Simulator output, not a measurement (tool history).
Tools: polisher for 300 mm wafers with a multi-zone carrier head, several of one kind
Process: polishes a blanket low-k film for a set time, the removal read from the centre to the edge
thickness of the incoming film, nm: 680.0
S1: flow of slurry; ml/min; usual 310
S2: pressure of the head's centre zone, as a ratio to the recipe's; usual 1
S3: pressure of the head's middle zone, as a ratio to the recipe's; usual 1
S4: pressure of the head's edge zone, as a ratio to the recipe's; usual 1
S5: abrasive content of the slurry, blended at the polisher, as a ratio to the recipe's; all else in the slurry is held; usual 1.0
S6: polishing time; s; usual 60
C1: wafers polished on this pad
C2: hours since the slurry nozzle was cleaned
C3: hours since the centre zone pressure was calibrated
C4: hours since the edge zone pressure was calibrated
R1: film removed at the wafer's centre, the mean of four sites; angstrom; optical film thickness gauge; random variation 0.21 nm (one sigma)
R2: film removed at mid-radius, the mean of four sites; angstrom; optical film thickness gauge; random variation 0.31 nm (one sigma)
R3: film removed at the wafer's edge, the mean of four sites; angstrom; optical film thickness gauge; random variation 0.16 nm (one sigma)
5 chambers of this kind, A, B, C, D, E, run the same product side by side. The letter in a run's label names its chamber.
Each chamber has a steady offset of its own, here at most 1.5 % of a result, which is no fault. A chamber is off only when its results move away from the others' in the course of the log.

| run | hour | S1 | S2 | S3 | S4 | S5 | S6 | C1 | C2 | C3 | C4 | R1 | R2 | R3 |
|---|---|---|---|---|---|---|---|---|---|---|---|---|---|---|
|  | 6.9 | chamber A: worn pad replaced by a new one |
| 1D | 8.7 | 310 | 1 | 1 | 1 | 1.0 | 60 | 558 | 91.0 | 246.9 | 136.2 | 206.39 | 207.96 | 212.57 |
| 2A | 18.1 | 310 | 1 | 1 | 1 | 1.0 | 60 | 141 | 112.5 | 201.4 | 175.4 | 210.73 | 205.99 | 210.33 |
|  | 25.5 | chamber D: worn pad replaced by a new one |
| 3C | 29.2 | 310 | 1 | 1 | 1 | 1.0 | 60 | 555 | 124.7 | 310.4 | 478.0 | 211.78 | 207.88 | 208.16 |
|  | 35.0 | chamber C: worn pad replaced by a new one |
| 4B | 35.8 | 310 | 1 | 1 | 1 | 1.0 | 60 | 508 | 264.7 | 751.3 | 1106.3 | 211.71 | 199.01 | 213.32 |
|  | 38.8 | chamber E: worn pad replaced by a new one |
| 5E | 47.0 | 310 | 1 | 1 | 1 | 1.0 | 60 | 103 | 56.0 | 1091.9 | 331.4 | 210.74 | 211.26 | 208.67 |
| 6B | 53.8 | 310 | 1 | 1 | 1 | 1.0 | 60 | 736 | 282.7 | 769.3 | 1124.3 | 207.81 | 209.57 | 212.26 |
|  | 60.7 | chamber A: worn pad replaced by a new one |
| 7C | 62.4 | 310 | 1 | 1 | 1 | 1.0 | 60 | 346 | 157.9 | 343.6 | 511.2 | 213.46 | 206.55 | 209.27 |
|  | 66.1 | chamber B: worn pad replaced by a new one |
| 8D | 70.1 | 310 | 1 | 1 | 1 | 1.0 | 60 | 563 | 152.4 | 308.3 | 197.6 | 210.27 | 208.65 | 211.73 |
| 9A | 78.4 | 310 | 1 | 1 | 1 | 0.8 | 60 | 223 | 172.8 | 261.7 | 235.7 | 187.25 | 188.78 | 188.81 |
|  | 79.7 | chamber D: worn pad replaced by a new one |
| 10E | 85.7 | 310 | 1 | 1 | 1 | 0.8 | 60 | 592 | 94.7 | 1130.6 | 370.1 | 189.05 | 190.37 | 186.57 |
| 11D | 91.5 | 310 | 1 | 1 | 1 | 0.8 | 60 | 149 | 173.8 | 329.7 | 219.0 | 185.14 | 185.95 | 190.26 |
|  | 95.5 | chamber A: slurry nozzle cleaned |
|  | 95.8 | chamber C: worn pad replaced by a new one |
| 12C | 101.1 | 310 | 1 | 1 | 1 | 0.8 | 60 | 67 | 196.6 | 382.3 | 549.9 | 190.45 | 186.57 | 190.14 |
|  | 103.6 | chamber E: worn pad replaced by a new one |
|  | 107.5 | chamber A: worn pad replaced by a new one |
| 13A | 108.6 | 310 | 1 | 1 | 1 | 0.8 | 60 | 14 | 13.1 | 291.9 | 265.9 | 184.27 | 190.58 | 191.60 |
| 14E | 116.1 | 310 | 1 | 1 | 1 | 1.0 | 60 | 158 | 125.1 | 1161.0 | 400.5 | 213.84 | 210.74 | 206.98 |
|  | 122.7 | chamber B: worn pad replaced by a new one |
| 15B | 126.6 | 310 | 1 | 1 | 1 | 1.0 | 60 | 49 | 355.5 | 842.1 | 1197.1 | 214.76 | 204.55 | 211.17 |
|  | 130.9 | chamber D: slurry nozzle cleaned |
|  | 132.9 | chamber D: worn pad replaced by a new one |
| 16B | 137.1 | 310 | 1 | 1 | 1 | 1.0 | 60 | 181 | 366.0 | 852.6 | 1207.6 | 218.07 | 206.95 | 209.79 |
|  | 144.0 | chamber C: worn pad replaced by a new one |
| 17E | 148.4 | 310 | 1 | 1 | 1 | 1.0 | 60 | 566 | 157.4 | 1193.3 | 432.8 | 214.34 | 209.17 | 209.36 |
| 18D | 157.9 | 310 | 1 | 1 | 1 | 1.0 | 60 | 315 | 27.0 | 396.1 | 285.4 | 212.21 | 207.71 | 210.14 |
|  | 165.7 | chamber A: centre zone pressure recalibrated |
|  | 166.8 | chamber A: worn pad replaced by a new one |
| 19C | 169.5 | 310 | 1 | 1 | 1 | 1.0 | 60 | 321 | 265.0 | 450.7 | 618.3 | 209.68 | 209.70 | 211.42 |
|  | 175.6 | chamber C: slurry nozzle cleaned |
| 20A | 178.4 | 310 | 1 | 1 | 1 | 1.0 | 60 | 147 | 82.9 | 12.8 | 335.7 | 211.14 | 208.26 | 212.87 |
|  | 178.9 | chamber B: worn pad replaced by a new one |
|  | 185.2 | chamber D: worn pad replaced by a new one |
|  | 185.8 | chamber E: worn pad replaced by a new one |
|  | 186.0 | chamber B: slurry nozzle cleaned |
| 21C | 189.1 | 310 | 1 | 1 | 1 | 1.0 | 60 | 569 | 13.6 | 470.3 | 637.9 | 207.61 | 204.07 | 212.21 |
| 22D | 199.6 | 310 | 1 | 1 | 1 | 1.0 | 60 | 181 | 68.7 | 437.8 | 327.1 | 207.82 | 210.28 | 212.93 |
|  | 204.1 | chamber C: worn pad replaced by a new one |
| 23E | 206.6 | 310 | 1 | 1 | 1 | 1.0 | 53 | 262 | 215.6 | 1251.5 | 491.0 | 185.44 | 184.03 | 184.78 |
| 24B | 215.7 | 310 | 1 | 1 | 1 | 1.0 | 53 | 465 | 29.8 | 931.2 | 1286.2 | 194.77 | 184.68 | 187.04 |
|  | 216.8 | chamber A: worn pad replaced by a new one |
|  | 222.2 | chamber A: edge zone pressure recalibrated |
| 25A | 227.8 | 310 | 1 | 1 | 1 | 1.0 | 53 | 139 | 132.3 | 62.2 | 5.6 | 184.35 | 183.93 | 186.00 |
|  | 228.2 | chamber E: centre zone pressure recalibrated |
| 26C | 236.6 | 310 | 1 | 1 | 1 | 1.0 | 53 | 410 | 61.1 | 517.8 | 685.4 | 187.42 | 182.80 | 189.34 |
|  | 239.0 | chamber E: slurry nozzle cleaned |
| 27A | 246.7 | 310 | 1 | 1 | 1 | 1.0 | 53 | 377 | 151.2 | 81.1 | 24.5 | 181.82 | 180.86 | 186.07 |
|  | 247.8 | chamber D: worn pad replaced by a new one |
|  | 248.7 | chamber B: worn pad replaced by a new one |
|  | 251.2 | chamber E: worn pad replaced by a new one |
| 28B | 254.8 | 310 | 1 | 1 | 1 | 1.0 | 60 | 76 | 68.9 | 970.3 | 1325.3 | 227.36 | 202.80 | 211.04 |
| 29D | 261.7 | 310 | 1 | 1 | 1 | 1.0 | 60 | 175 | 130.8 | 499.9 | 389.2 | 206.94 | 208.88 | 211.99 |
| 30E | 273.8 | 310 | 1 | 1 | 1 | 1.0 | 60 | 285 | 34.9 | 45.6 | 558.2 | 210.47 | 212.85 | 208.24 |

All 5 chambers run these settings next. Forecast each chamber's results:
| 31A | 282.5 | 385 | 1 | 1 | 1 | 1.0 | 60 |  |  |  |  | ? | ? | ? |
| 31B | 282.5 | 385 | 1 | 1 | 1 | 1.0 | 60 |  |  |  |  | ? | ? | ? |
| 31C | 282.5 | 385 | 1 | 1 | 1 | 1.0 | 60 |  |  |  |  | ? | ? | ? |
| 31D | 282.5 | 385 | 1 | 1 | 1 | 1.0 | 60 |  |  |  |  | ? | ? | ? |
| 31E | 282.5 | 385 | 1 | 1 | 1 | 1.0 | 60 |  |  |  |  | ? | ? | ? |

| run | R1 | R2 | R3 |
|---|---|---|---|
| 31A | 214.84 | 213.58 | 215.04 |
| 31B | 238.41 | 207.65 | 216.01 |
| 31C | 215.72 | 208.87 | 213.75 |
| 31D | 216.61 | 210.47 | 213.49 |
| 31E | 216.00 | 213.00 | 213.31 |
